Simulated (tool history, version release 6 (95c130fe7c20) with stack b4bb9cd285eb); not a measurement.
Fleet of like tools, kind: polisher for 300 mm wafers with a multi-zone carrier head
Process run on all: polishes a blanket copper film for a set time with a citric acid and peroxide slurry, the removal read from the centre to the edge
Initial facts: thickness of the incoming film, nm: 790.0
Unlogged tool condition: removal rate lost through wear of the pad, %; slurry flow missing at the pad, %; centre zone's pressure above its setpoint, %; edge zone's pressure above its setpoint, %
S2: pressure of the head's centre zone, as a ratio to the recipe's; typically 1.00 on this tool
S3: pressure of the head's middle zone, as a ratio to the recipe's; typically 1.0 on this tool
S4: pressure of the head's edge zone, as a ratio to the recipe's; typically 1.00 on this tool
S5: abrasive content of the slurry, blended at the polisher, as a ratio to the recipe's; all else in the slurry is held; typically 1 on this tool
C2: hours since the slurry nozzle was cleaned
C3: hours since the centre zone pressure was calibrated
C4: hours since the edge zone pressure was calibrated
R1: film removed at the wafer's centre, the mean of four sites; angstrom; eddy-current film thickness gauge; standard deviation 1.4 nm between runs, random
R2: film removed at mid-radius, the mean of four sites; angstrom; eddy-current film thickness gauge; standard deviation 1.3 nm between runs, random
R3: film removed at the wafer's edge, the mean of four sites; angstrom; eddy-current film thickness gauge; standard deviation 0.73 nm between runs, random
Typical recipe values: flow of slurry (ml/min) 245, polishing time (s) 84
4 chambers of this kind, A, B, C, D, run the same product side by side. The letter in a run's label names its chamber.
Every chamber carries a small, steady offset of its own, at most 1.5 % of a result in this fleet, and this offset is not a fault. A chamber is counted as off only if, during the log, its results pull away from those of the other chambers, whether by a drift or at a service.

{"run": "1B", "hour": 7.1, "flow of slurry (ml/min)": 245, "S2": 1.0, "S3": 1.0, "S4": 1.0, "S5": 1, "polishing time (s)": 84, "wafers polished on this pad": 109, "C2": 183.5, "C3": 743.7, "C4": 59.1, "R1": 1225.8, "R2": 1211.0, "R3": 1194.1}
{"run": "2D", "hour": 15.9, "flow of slurry (ml/min)": 245, "S2": 1.0, "S3": 1.0, "S4": 1.0, "S5": 1, "polishing time (s)": 84, "wafers polished on this pad": 693, "C2": 25.6, "C3": 532.5, "C4": 993.4, "R1": 1165.6, "R2": 1195.5, "R3": 1207.0}
{"run": "3C", "hour": 24.8, "flow of slurry (ml/min)": 245, "S2": 1.0, "S3": 1.0, "S4": 1.0, "S5": 1, "polishing time (s)": 84, "wafers polished on this pad": 778, "C2": 228.0, "C3": 1055.0, "C4": 56.7, "R1": 1209.3, "R2": 1179.1, "R3": 1202.8}
{"run": "4A", "hour": 31.3, "flow of slurry (ml/min)": 245, "S2": 1.0, "S3": 1.0, "S4": 1.0, "S5": 1, "polishing time (s)": 84, "wafers polished on this pad": 621, "C2": 653.0, "C3": 908.2, "C4": 73.3, "R1": 1193.5, "R2": 1207.4, "R3": 1206.2}
{"hour": 33.1, "done": "chamber D: worn pad replaced by a new one"}
{"hour": 34.1, "done": "chamber A: worn pad replaced by a new one"}
{"hour": 35.9, "done": "chamber C: centre zone pressure recalibrated"}
{"run": "5D", "hour": 37.3, "flow of slurry (ml/min)": 290, "S2": 1.11, "S3": 1.0, "S4": 1.0, "S5": 1, "polishing time (s)": 84, "wafers polished on this pad": 32, "C2": 47.0, "C3": 553.9, "C4": 1014.8, "R1": 1374.1, "R2": 1224.5, "R3": 1219.9}
{"run": "6A", "hour": 47.0, "flow of slurry (ml/min)": 290, "S2": 1.11, "S3": 1.0, "S4": 1.0, "S5": 1, "polishing time (s)": 84, "wafers polished on this pad": 99, "C2": 668.7, "C3": 923.9, "C4": 89.0, "R1": 1376.3, "R2": 1262.4, "R3": 1232.2}
{"hour": 50.8, "done": "chamber C: worn pad replaced by a new one"}
{"hour": 55.4, "done": "chamber D: edge zone pressure recalibrated"}
{"run": "7B", "hour": 55.4, "flow of slurry (ml/min)": 290, "S2": 1.11, "S3": 1.0, "S4": 1.0, "S5": 1, "polishing time (s)": 84, "wafers polished on this pad": 481, "C2": 231.8, "C3": 792.0, "C4": 107.4, "R1": 1379.7, "R2": 1248.1, "R3": 1215.0}
{"run": "8C", "hour": 66.3, "flow of slurry (ml/min)": 290, "S2": 1.11, "S3": 1.0, "S4": 1.0, "S5": 1, "polishing time (s)": 84, "wafers polished on this pad": 119, "C2": 269.5, "C3": 30.5, "C4": 98.2, "R1": 1365.6, "R2": 1204.4, "R3": 1205.1}
{"run": "9A", "hour": 73.5, "flow of slurry (ml/min)": 245, "S2": 1.0, "S3": 1.0, "S4": 1.0, "S5": 1, "polishing time (s)": 84, "wafers polished on this pad": 303, "C2": 695.2, "C3": 950.4, "C4": 115.5, "R1": 1216.2, "R2": 1244.0, "R3": 1201.8}
{"run": "10C", "hour": 81.4, "flow of slurry (ml/min)": 245, "S2": 1.0, "S3": 1.1, "S4": 0.96, "S5": 1, "polishing time (s)": 84, "wafers polished on this pad": 236, "C2": 284.6, "C3": 45.6, "C4": 113.3, "R1": 1232.9, "R2": 1307.7, "R3": 1171.7}
{"run": "11D", "hour": 88.1, "flow of slurry (ml/min)": 245, "S2": 1.0, "S3": 1.1, "S4": 0.96, "S5": 1, "polishing time (s)": 84, "wafers polished on this pad": 423, "C2": 97.8, "C3": 604.7, "C4": 32.7, "R1": 1202.9, "R2": 1300.4, "R3": 1191.0}
{"run": "12B", "hour": 97.5, "flow of slurry (ml/min)": 245, "S2": 1.0, "S3": 1.1, "S4": 0.96, "S5": 1, "polishing time (s)": 84, "wafers polished on this pad": 805, "C2": 273.9, "C3": 834.1, "C4": 149.5, "R1": 1225.3, "R2": 1319.5, "R3": 1167.0}
{"run": "13C", "hour": 107.7, "flow of slurry (ml/min)": 245, "S2": 1.0, "S3": 1.1, "S4": 0.96, "S5": 1, "polishing time (s)": 84, "wafers polished on this pad": 438, "C2": 310.9, "C3": 71.9, "C4": 139.6, "R1": 1212.9, "R2": 1311.0, "R3": 1183.5}
{"hour": 109.8, "done": "chamber B: slurry nozzle cleaned"}
{"run": "14A", "hour": 116.7, "flow of slurry (ml/min)": 245, "S2": 1.0, "S3": 1.0, "S4": 1.0, "S5": 1, "polishing time (s)": 84, "wafers polished on this pad": 636, "C2": 738.4, "C3": 993.6, "C4": 158.7, "R1": 1171.9, "R2": 1215.0, "R3": 1198.5}
{"hour": 119.0, "done": "chamber D: centre zone pressure recalibrated"}
{"run": "15B", "hour": 122.3, "flow of slurry (ml/min)": 245, "S2": 1.0, "S3": 1.0, "S4": 1.0, "S5": 1, "polishing time (s)": 84, "wafers polished on this pad": 996, "C2": 12.6, "C3": 858.9, "C4": 174.3, "R1": 1229.7, "R2": 1215.2, "R3": 1203.4}
{"hour": 131.6, "done": "chamber A: worn pad replaced by a new one"}
{"run": "16D", "hour": 131.6, "flow of slurry (ml/min)": 245, "S2": 1.0, "S3": 1.0, "S4": 1.0, "S5": 1, "polishing time (s)": 84, "wafers polished on this pad": 759, "C2": 141.3, "C3": 12.7, "C4": 76.2, "R1": 1199.8, "R2": 1193.9, "R3": 1189.7}
{"run": "17B", "hour": 141.3, "flow of slurry (ml/min)": 245, "S2": 1.0, "S3": 1.0, "S4": 1.0, "S5": 1, "polishing time (s)": 84, "wafers polished on this pad": 1143, "C2": 31.6, "C3": 877.9, "C4": 193.3, "R1": 1212.6, "R2": 1229.6, "R3": 1201.4}
{"hour": 142.5, "done": "chamber D: worn pad replaced by a new one"}
{"run": "18D", "hour": 152.8, "flow of slurry (ml/min)": 245, "S2": 1.0, "S3": 1.0, "S4": 1.0, "S5": 1, "polishing time (s)": 84, "wafers polished on this pad": 79, "C2": 162.5, "C3": 33.9, "C4": 97.4, "R1": 1196.3, "R2": 1224.6, "R3": 1199.5}
{"run": "19A", "hour": 159.7, "flow of slurry (ml/min)": 245, "S2": 1.0, "S3": 1.0, "S4": 1.0, "S5": 1, "polishing time (s)": 84, "wafers polished on this pad": 216, "C2": 781.4, "C3": 1036.6, "C4": 201.7, "R1": 1195.5, "R2": 1213.2, "R3": 1205.0}
{"hour": 167.2, "done": "chamber B: worn pad replaced by a new one"}
{"run": "20C", "hour": 170.0, "flow of slurry (ml/min)": 245, "S2": 1.0, "S3": 1.0, "S4": 1.0, "S5": 1, "polishing time (s)": 84, "wafers polished on this pad": 918, "C2": 373.2, "C3": 134.2, "C4": 201.9, "R1": 1207.0, "R2": 1201.0, "R3": 1204.8}
{"run": "21D", "hour": 181.7, "flow of slurry (ml/min)": 245, "S2": 1.0, "S3": 1.0, "S4": 1.0, "S5": 1, "polishing time (s)": 84, "wafers polished on this pad": 302, "C2": 191.4, "C3": 62.8, "C4": 126.3, "R1": 1202.3, "R2": 1227.5, "R3": 1209.7}
{"hour": 185.5, "done": "chamber C: worn pad replaced by a new one"}
{"run": "22C", "hour": 189.5, "flow of slurry (ml/min)": 245, "S2": 1.0, "S3": 1.0, "S4": 1.0, "S5": 1, "polishing time (s)": 84, "wafers polished on this pad": 30, "C2": 392.7, "C3": 153.7, "C4": 221.4, "R1": 1218.0, "R2": 1198.3, "R3": 1203.4}
{"run": "23A", "hour": 201.0, "flow of slurry (ml/min)": 245, "S2": 1.0, "S3": 1.0, "S4": 1.0, "S5": 1, "polishing time (s)": 84, "wafers polished on this pad": 535, "C2": 822.7, "C3": 1077.9, "C4": 243.0, "R1": 1177.8, "R2": 1186.5, "R3": 1210.9}
{"run": "24B", "hour": 209.5, "flow of slurry (ml/min)": 245, "S2": 1.0, "S3": 1.0, "S4": 1.0, "S5": 1, "polishing time (s)": 84, "wafers polished on this pad": 326, "C2": 99.8, "C3": 946.1, "C4": 261.5, "R1": 1187.3, "R2": 1215.3, "R3": 1197.2}

Is one chamber off against the others, does the gauge drift, or is nothing wrong? If a chamber is off, say which, and what the likeliest cause is.

Neither any chamber nor the gauge drifts; the chambers differ only by their own small, steady offsets.

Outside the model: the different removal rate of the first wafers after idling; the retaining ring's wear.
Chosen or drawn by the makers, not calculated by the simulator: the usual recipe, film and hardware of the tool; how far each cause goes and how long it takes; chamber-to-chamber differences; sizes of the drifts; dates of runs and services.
